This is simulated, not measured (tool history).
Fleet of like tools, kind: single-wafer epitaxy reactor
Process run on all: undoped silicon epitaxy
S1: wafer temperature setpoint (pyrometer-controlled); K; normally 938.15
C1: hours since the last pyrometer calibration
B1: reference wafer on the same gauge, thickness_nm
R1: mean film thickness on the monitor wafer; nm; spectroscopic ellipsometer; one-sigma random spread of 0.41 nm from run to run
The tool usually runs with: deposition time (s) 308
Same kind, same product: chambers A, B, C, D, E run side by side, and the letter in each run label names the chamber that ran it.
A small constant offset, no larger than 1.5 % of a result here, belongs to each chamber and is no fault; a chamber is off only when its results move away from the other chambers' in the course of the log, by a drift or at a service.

Run 1C, day 0.229: usual settings; C1 997.4; B1 69.703. Result: R1 71.812 nm.
Run 2B, day 0.442: usual settings; C1 857.4; B1 69.708. Result: R1 71.160 nm.
Run 3D, day 0.754: usual settings; C1 545.4; B1 69.710. Result: R1 71.253 nm.
Run 4E, day 1.050: usual settings; C1 293.6; B1 69.774. Result: R1 71.571 nm.
Run 5A, day 1.412: usual settings but S1 950.15 K; C1 205.8; B1 69.770. Result: R1 92.767 nm.
Run 6A, day 1.592: usual settings but S1 950.15 K; C1 210.1; B1 69.879. Result: R1 93.914 nm.
Run 7B, day 1.842: usual settings but S1 950.15 K; C1 891.0; B1 69.902. Result: R1 91.274 nm.
Run 8C, day 2.121: usual settings but S1 950.15 K; C1 1042.8; B1 69.881. Result: R1 90.817 nm.
Run 9D, day 2.400: usual settings but S1 950.15 K; C1 584.9; B1 69.825. Result: R1 90.623 nm.
Run 10E, day 2.683: usual settings; C1 332.8; B1 69.734. Result: R1 72.055 nm.
At day 2.758: chamber C: pyrometer calibrated.
Run 11D, day 3.092: usual settings; C1 601.5; B1 69.737. Result: R1 70.983 nm.
Run 12B, day 3.412: usual settings; C1 928.7; B1 69.853. Result: R1 70.494 nm.
Run 13A, day 3.738: usual settings; C1 261.6; B1 69.825. Result: R1 72.153 nm.
Run 14E, day 4.079: usual settings; C1 366.3; B1 69.839. Result: R1 71.756 nm.
Run 15C, day 4.362: usual settings; C1 38.5; B1 69.652. Result: R1 71.440 nm.
Run 16A, day 4.562: usual settings but S1 945.15 K; C1 281.4; B1 69.872. Result: R1 83.273 nm.
Run 17C, day 4.758: usual settings but S1 945.15 K; C1 48.0; B1 69.889. Result: R1 82.529 nm.
Run 18D, day 5.154: usual settings but S1 945.15 K; C1 651.0; B1 69.873. Result: R1 82.032 nm.
Run 19E, day 5.529: usual settings but S1 945.15 K; C1 401.1; B1 69.688. Result: R1 82.804 nm.
Run 20B, day 5.883: usual settings but S1 945.15 K; C1 988.0; B1 69.862. Result: R1 81.751 nm.
Run 21A, day 6.112: usual settings; C1 318.6; B1 69.787. Result: R1 71.721 nm.
Run 22D, day 6.404: usual settings; C1 681.0; B1 69.837. Result: R1 69.780 nm.
Run 23E, day 6.767: usual settings; C1 430.8; B1 69.719. Result: R1 71.486 nm.
Run 24B, day 7.042: usual settings; C1 1015.8; B1 69.852. Result: R1 70.606 nm.
Run 25C, day 7.375: usual settings but S1 949.15 K; C1 110.8; B1 69.776. Result: R1 89.465 nm.
Run 26D, day 7.675: usual settings but S1 949.15 K; C1 711.5; B1 69.805. Result: R1 87.540 nm.
Run 27B, day 8.008: usual settings but S1 949.15 K; C1 1039.0; B1 69.791. Result: R1 88.652 nm.
Run 28E, day 8.412: usual settings but S1 949.15 K; C1 470.3; B1 69.734. Result: R1 90.533 nm.
Run 29A, day 8.729: usual settings but S1 949.15 K; C1 381.4; B1 69.844. Result: R1 91.458 nm.
Run 30C, day 9.133: usual settings; C1 153.0; B1 69.827. Result: R1 71.554 nm.
Run 31D, day 9.371: usual settings but S1 931.15 K; C1 752.2; B1 69.769. Result: R1 59.216 nm.
Run 32C, day 9.612: usual settings but S1 931.15 K; C1 164.5; B1 69.869. Result: R1 61.697 nm.
Run 33B, day 9.992: usual settings but S1 931.15 K; C1 1086.6; B1 69.720. Result: R1 60.939 nm.
Run 34E, day 10.312: usual settings but S1 931.15 K; C1 515.9; B1 69.864. Result: R1 61.277 nm.
Run 35A, day 10.646: usual settings but S1 931.15 K; C1 427.4; B1 69.778. Result: R1 62.198 nm.
Run 36E, day 10.958: usual settings; C1 531.4; B1 69.773. Result: R1 71.773 nm.
Run 37B, day 11.142: usual settings; C1 1114.2; B1 69.822. Result: R1 70.651 nm.
Run 38D, day 11.454: usual settings but S1 951.15 K; C1 802.2; B1 69.838. Result: R1 90.493 nm.
Run 39C, day 11.833: usual settings but S1 951.15 K; C1 217.8; B1 69.754. Result: R1 92.860 nm.
Run 40A, day 12.121: usual settings but S1 951.15 K; C1 462.8; B1 69.837. Result: R1 94.394 nm.

Which is it: a chamber that has drifted or been left off by a service, a gauge drift common to all chambers, or only each chamber's usual small offset? If a chamber is off, name it and its likeliest cause.

Little by little, chamber D moves away from the other chambers.
What lies behind it: wafer temperature below the value expected at the setpoint (K) = 2.13.

Below are 4 candidate recipes for chamber D's next run, each the usual settings with a change, their results shown as question marks. Which of them brings D's results back in line with what the other chambers give on the usual settings?
Counts as in line when no further than this from what the other chambers average on the usual settings: R1 1.400 nm
Run 41D-1, day 12.412: usual settings but deposition time (s) 304. Result: R1 ?.
Run 41D-2, day 12.412: usual settings but deposition time (s) 312. Result: R1 ?.
Run 41D-3, day 12.412: usual settings but S1 940.15 K. Result: R1 ?.
Run 41D-4, day 12.412: usual settings but deposition time (s) 293. Result: R1 ?.

On the usual settings, the other chambers give on average: R1 71.414 nm
  run      R1
41D-1  67.156
41D-2  68.923
41D-3  70.990
41D-4  64.726
It is 41D-3 that realigns the chamber with its peers.
